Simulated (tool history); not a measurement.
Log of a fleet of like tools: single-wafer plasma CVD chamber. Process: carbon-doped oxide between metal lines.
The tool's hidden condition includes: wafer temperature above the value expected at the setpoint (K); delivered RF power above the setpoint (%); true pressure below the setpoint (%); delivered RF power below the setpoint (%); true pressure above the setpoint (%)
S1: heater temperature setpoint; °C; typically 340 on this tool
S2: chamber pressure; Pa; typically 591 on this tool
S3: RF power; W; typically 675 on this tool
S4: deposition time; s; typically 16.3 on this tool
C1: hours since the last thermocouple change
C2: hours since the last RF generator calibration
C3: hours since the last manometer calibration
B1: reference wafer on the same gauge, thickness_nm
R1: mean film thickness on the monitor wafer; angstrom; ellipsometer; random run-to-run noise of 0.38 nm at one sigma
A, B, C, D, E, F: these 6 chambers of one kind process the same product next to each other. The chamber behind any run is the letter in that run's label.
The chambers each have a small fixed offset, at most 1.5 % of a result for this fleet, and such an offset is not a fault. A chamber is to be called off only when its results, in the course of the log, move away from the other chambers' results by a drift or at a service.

Run 1E, day 0.438: usual settings; C1 902.2; C2 610.9; C3 638; B1 113.94. Result: R1 1043 angstrom.
Run 2B, day 0.892: usual settings; C1 1746.3; C2 542.8; C3 1149.4; B1 114.01. Result: R1 1021.5 angstrom.
Run 3D, day 1.425: usual settings; C1 1590.9; C2 1568.6; C3 235.7; B1 113.94. Result: R1 1016.2 angstrom.
Run 4A, day 1.971: usual settings; C1 587; C2 265; C3 514.1; B1 113.83. Result: R1 1018.7 angstrom.
Run 5F, day 2.388: usual settings; C1 1324.6; C2 1113.9; C3 1734; B1 114. Result: R1 1019.3 angstrom.
Run 6C, day 2.95: usual settings; C1 955.5; C2 1555.7; C3 959.7; B1 114.15. Result: R1 1024.4 angstrom.
Run 7B, day 3.317: usual settings but S2 708 Pa, S4 13.7 s; C1 1804.5; C2 601; C3 1207.6; B1 114.04. Result: R1 892.61 angstrom.
Run 8F, day 3.696: usual settings but S2 708 Pa, S4 13.7 s; C1 1356; C2 1145.3; C3 1765.4; B1 114.04. Result: R1 876.97 angstrom.
Run 9D, day 4.088: usual settings but S2 708 Pa, S4 13.7 s; C1 1654.8; C2 1632.5; C3 299.6; B1 114.05. Result: R1 878.28 angstrom.
Run 10A, day 4.692: usual settings but S2 708 Pa, S4 13.7 s; C1 652.3; C2 330.3; C3 579.4; B1 113.97. Result: R1 875.6 angstrom.
Run 11E, day 5.042: usual settings but S2 708 Pa, S4 13.7 s; C1 1012.7; C2 721.4; C3 748.5; B1 113.98. Result: R1 900.03 angstrom.
Run 12C, day 5.375: usual settings but S2 708 Pa, S4 13.7 s; C1 1013.7; C2 1613.9; C3 1017.9; B1 113.96. Result: R1 886.41 angstrom.
Run 13F, day 5.825: usual settings; C1 1407.1; C2 1196.4; C3 1816.5; B1 114.03. Result: R1 1017.6 angstrom.
Run 14B, day 6.367: usual settings but S3 545 W; C1 1877.7; C2 674.2; C3 1280.8; B1 113.97. Result: R1 898.24 angstrom.
Run 15E, day 6.796: usual settings but S3 545 W; C1 1054.8; C2 763.5; C3 790.6; B1 114.07. Result: R1 910.12 angstrom.
Run 16A, day 7.317: usual settings but S3 545 W; C1 715.3; C2 393.3; C3 642.4; B1 114. Result: R1 887.64 angstrom.
Run 17C, day 7.892: usual settings but S3 545 W; C1 1074.1; C2 1674.3; C3 1078.3; B1 114.03. Result: R1 898.48 angstrom.
Run 18D, day 8.312: usual settings but S3 545 W; C1 1756.2; C2 1733.9; C3 401; B1 114. Result: R1 887.67 angstrom.
Run 19B, day 8.688: usual settings but S3 545 W; C1 1933.4; C2 729.9; C3 1336.5; B1 114.07. Result: R1 891.99 angstrom.
Run 20C, day 9.054: usual settings; C1 1102; C2 1702.2; C3 1106.2; B1 113.92. Result: R1 1019.9 angstrom.
Run 21D, day 9.617: usual settings; C1 1787.5; C2 1765.2; C3 432.3; B1 113.95. Result: R1 1009.1 angstrom.
Run 22E, day 10.129: usual settings; C1 1134.8; C2 843.5; C3 870.6; B1 114.05. Result: R1 1043 angstrom.
At day 10.175: chamber D: RF generator calibrated.
Run 23A, day 10.404: usual settings; C1 789.4; C2 467.4; C3 716.5; B1 114.01. Result: R1 1012.9 angstrom.
Run 24F, day 10.779: usual settings; C1 1526; C2 1315.3; C3 1935.4; B1 113.92. Result: R1 1016.5 angstrom.
At day 10.983: chamber B: capacitance manometer re-zeroed and calibrated.
Run 25F, day 11.267: usual settings; C1 1537.7; C2 1327; C3 1947.1; B1 113.88. Result: R1 1019.5 angstrom.
Run 26B, day 11.7: usual settings; C1 2005.7; C2 802.2; C3 17.3; B1 114.02. Result: R1 1005.5 angstrom.
At day 11.85: chamber D: thermocouple changed; heater temperature recalibrated.
Run 27E, day 12.2: usual settings; C1 1184.5; C2 893.2; C3 920.3; B1 114.03. Result: R1 1043.3 angstrom.
At day 12.625: chamber B: thermocouple changed; heater temperature recalibrated.
Run 28A, day 12.742: usual settings but S1 347 °C; C1 845.5; C2 523.5; C3 772.6; B1 113.98. Result: R1 999.93 angstrom.
At day 12.758: chamber F: RF generator calibrated.
Run 29D, day 13.225: usual settings but S1 347 °C; C1 33.1; C2 73.2; C3 518.9; B1 114.01. Result: R1 998 angstrom.
Run 30C, day 13.788: usual settings but S1 347 °C; C1 1215.6; C2 1815.8; C3 1219.8; B1 114.07. Result: R1 1001.5 angstrom.
Run 31C, day 14.312: usual settings but S1 347 °C; C1 1228.2; C2 1828.4; C3 1232.4; B1 113.96. Result: R1 1003.3 angstrom.
Run 32D, day 14.662: usual settings but S1 347 °C; C1 67.6; C2 107.7; C3 553.4; B1 114.01. Result: R1 998.24 angstrom.
Run 33B, day 15.071: usual settings but S1 347 °C; C1 58.8; C2 883.1; C3 98.2; B1 114.07. Result: R1 980.36 angstrom.
Run 34E, day 15.388: usual settings; C1 1261; C2 969.7; C3 996.8; B1 114.06. Result: R1 1040.6 angstrom.
Run 35F, day 15.758: usual settings; C1 1645.5; C2 72.1; C3 2054.9; B1 113.99. Result: R1 1021.6 angstrom.
Run 36A, day 16.217: usual settings; C1 928.9; C2 606.9; C3 856; B1 114.04. Result: R1 1008 angstrom.
Run 37F, day 16.679: usual settings; C1 1667.6; C2 94.2; C3 2077; B1 113.92. Result: R1 1023.2 angstrom.
Run 38D, day 17.146: usual settings but S2 701 Pa, S4 15.2 s; C1 127.2; C2 167.3; C3 613; B1 113.89. Result: R1 967.21 angstrom.
At day 17.288: chamber F: capacitance manometer re-zeroed and calibrated.
Run 39B, day 17.508: usual settings but S2 701 Pa, S4 15.2 s; C1 117.3; C2 941.6; C3 156.7; B1 114.09. Result: R1 958.11 angstrom.
Run 40C, day 18.021: usual settings but S2 701 Pa, S4 15.2 s; C1 1317.2; C2 1917.4; C3 1321.4; B1 113.97. Result: R1 973.58 angstrom.
Run 41E, day 18.338: usual settings but S2 701 Pa, S4 15.2 s; C1 1331.8; C2 1040.5; C3 1067.6; B1 114.01. Result: R1 1002.8 angstrom.
Run 42A, day 18.842: usual settings but S2 701 Pa, S4 15.2 s; C1 991.9; C2 669.9; C3 919; B1 114.11. Result: R1 971.18 angstrom.
Run 43E, day 19.288: usual settings but S2 701 Pa, S4 15.2 s; C1 1354.6; C2 1063.3; C3 1090.4; B1 114.07. Result: R1 998.32 angstrom.
Run 44F, day 19.754: usual settings but S2 688 Pa, S4 15 s; C1 1741.4; C2 168; C3 59.2; B1 114.03. Result: R1 958.03 angstrom.

The same settings go to every chamber for the next run, one line per chamber below. Forecast the results for each:
Run 45A, day 20.204: usual settings but S3 625 W. Result: R1 ?.
Run 45B, day 20.204: usual settings but S3 625 W. Result: R1 ?.
Run 45C, day 20.204: usual settings but S3 625 W. Result: R1 ?.
Run 45D, day 20.204: usual settings but S3 625 W. Result: R1 ?.
Run 45E, day 20.204: usual settings but S3 625 W. Result: R1 ?.
Run 45F, day 20.204: usual settings but S3 625 W. Result: R1 ?.

run      R1
45A   964.2
45B  946.23
45C  968.75
45D  965.47
45E  996.01
45F  967.17
